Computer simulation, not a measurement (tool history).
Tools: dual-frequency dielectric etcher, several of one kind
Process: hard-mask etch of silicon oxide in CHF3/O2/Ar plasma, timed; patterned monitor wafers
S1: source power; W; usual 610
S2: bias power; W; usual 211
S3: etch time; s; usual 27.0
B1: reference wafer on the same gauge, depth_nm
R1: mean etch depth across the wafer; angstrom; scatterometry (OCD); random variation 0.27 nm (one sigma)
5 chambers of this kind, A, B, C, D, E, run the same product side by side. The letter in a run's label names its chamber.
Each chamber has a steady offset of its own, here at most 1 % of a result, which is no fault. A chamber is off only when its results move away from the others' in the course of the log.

Run 1E, hour 4.7: usual settings; B1 47.296. Result: R1 562.75 angstrom.
Run 2B, hour 8.4: usual settings; B1 47.324. Result: R1 572.23 angstrom.
Run 3D, hour 14.2: usual settings; B1 47.233. Result: R1 567.74 angstrom.
Run 4A, hour 20.7: usual settings; B1 47.307. Result: R1 566.68 angstrom.
Run 5C, hour 25.7: usual settings; B1 47.300. Result: R1 562.72 angstrom.
Run 6D, hour 29.6: usual settings; B1 47.266. Result: R1 562.34 angstrom.
Run 7C, hour 36.4: usual settings but S2 251 W, S3 32.5 s; B1 47.353. Result: R1 724.23 angstrom.
Run 8A, hour 40.8: usual settings but S2 251 W, S3 32.5 s; B1 47.336. Result: R1 726.22 angstrom.
Run 9E, hour 49.0: usual settings but S2 251 W, S3 32.5 s; B1 47.288. Result: R1 722.34 angstrom.
Run 10B, hour 56.5: usual settings but S2 251 W, S3 32.5 s; B1 47.258. Result: R1 728.09 angstrom.
Run 11C, hour 63.0: usual settings but S2 251 W, S3 32.5 s; B1 47.291. Result: R1 731.60 angstrom.
At hour 64.0: chamber D: wet clean of the chamber.
At hour 67.6: chamber E: wet clean of the chamber.
Run 12D, hour 71.2: usual settings but S1 470 W, S3 24.5 s; B1 47.287. Result: R1 484.46 angstrom.
Run 13B, hour 76.7: usual settings but S1 470 W, S3 24.5 s; B1 47.351. Result: R1 467.88 angstrom.
Run 14A, hour 82.9: usual settings but S1 470 W, S3 24.5 s; B1 47.356. Result: R1 466.53 angstrom.
Run 15E, hour 89.2: usual settings but S1 470 W, S3 24.5 s; B1 47.296. Result: R1 465.42 angstrom.
Run 16D, hour 93.7: usual settings but S1 470 W, S3 24.5 s; B1 47.309. Result: R1 483.54 angstrom.
Run 17A, hour 97.5: usual settings; B1 47.322. Result: R1 567.81 angstrom.
Run 18C, hour 105.2: usual settings; B1 47.287. Result: R1 567.45 angstrom.
Run 19E, hour 109.4: usual settings; B1 47.319. Result: R1 564.79 angstrom.
Run 20B, hour 117.6: usual settings; B1 47.277. Result: R1 565.85 angstrom.
Run 21C, hour 122.2: usual settings; B1 47.289. Result: R1 563.66 angstrom.
Run 22A, hour 126.2: usual settings; B1 47.260. Result: R1 564.04 angstrom.
Run 23B, hour 129.9: usual settings; B1 47.287. Result: R1 566.53 angstrom.
Run 24D, hour 138.1: usual settings; B1 47.314. Result: R1 590.84 angstrom.
Run 25E, hour 145.2: usual settings but S1 730 W; B1 47.330. Result: R1 603.13 angstrom.
Run 26A, hour 153.0: usual settings but S1 730 W; B1 47.329. Result: R1 608.30 angstrom.
Run 27C, hour 160.9: usual settings but S1 730 W; B1 47.267. Result: R1 607.52 angstrom.
Run 28B, hour 167.4: usual settings but S1 730 W; B1 47.341. Result: R1 611.37 angstrom.
Run 29D, hour 173.6: usual settings but S1 730 W; B1 47.282. Result: R1 634.64 angstrom.
Run 30E, hour 178.0: usual settings; B1 47.231. Result: R1 567.97 angstrom.
Run 31C, hour 184.8: usual settings but S1 490 W, S3 23.0 s; B1 47.311. Result: R1 444.39 angstrom.
Run 32D, hour 189.2: usual settings but S1 490 W, S3 23.0 s; B1 47.346. Result: R1 464.53 angstrom.
Run 33E, hour 197.2: usual settings but S1 490 W, S3 23.0 s; B1 47.331. Result: R1 441.37 angstrom.

Is one chamber off against the others, does the gauge drift, or is nothing wrong? If a chamber is off, say which, and what the likeliest cause is.

A service left chamber D off against the others.
Cause: etch rate over this chamber's usual, % = 4.18.

Here are 4 candidates for chamber D's next run, each the usual settings with a change, their results left as question marks. Which one brings its results back in line with what the others give on the usual settings?
In line means no further than this from the other chambers' mean on the usual settings: R1 9.50 angstrom
Run 34D-1, hour 203.3: usual settings but S3 27.5 s. Result: R1 ?.
Run 34D-2, hour 203.3: usual settings but S1 600 W, S3 26.0 s. Result: R1 ?.
Run 34D-3, hour 203.3: usual settings but S3 26.5 s. Result: R1 ?.
Run 34D-4, hour 203.3: usual settings but S1 620 W, S2 213 W, S3 28.0 s. Result: R1 ?.

The other chambers' mean on the usual settings: R1 566.39 angstrom
  run      R1
34D-1  599.68
34D-2  563.46
34D-3  577.88
34D-4  616.37
34D-2 brings the chamber back in line.
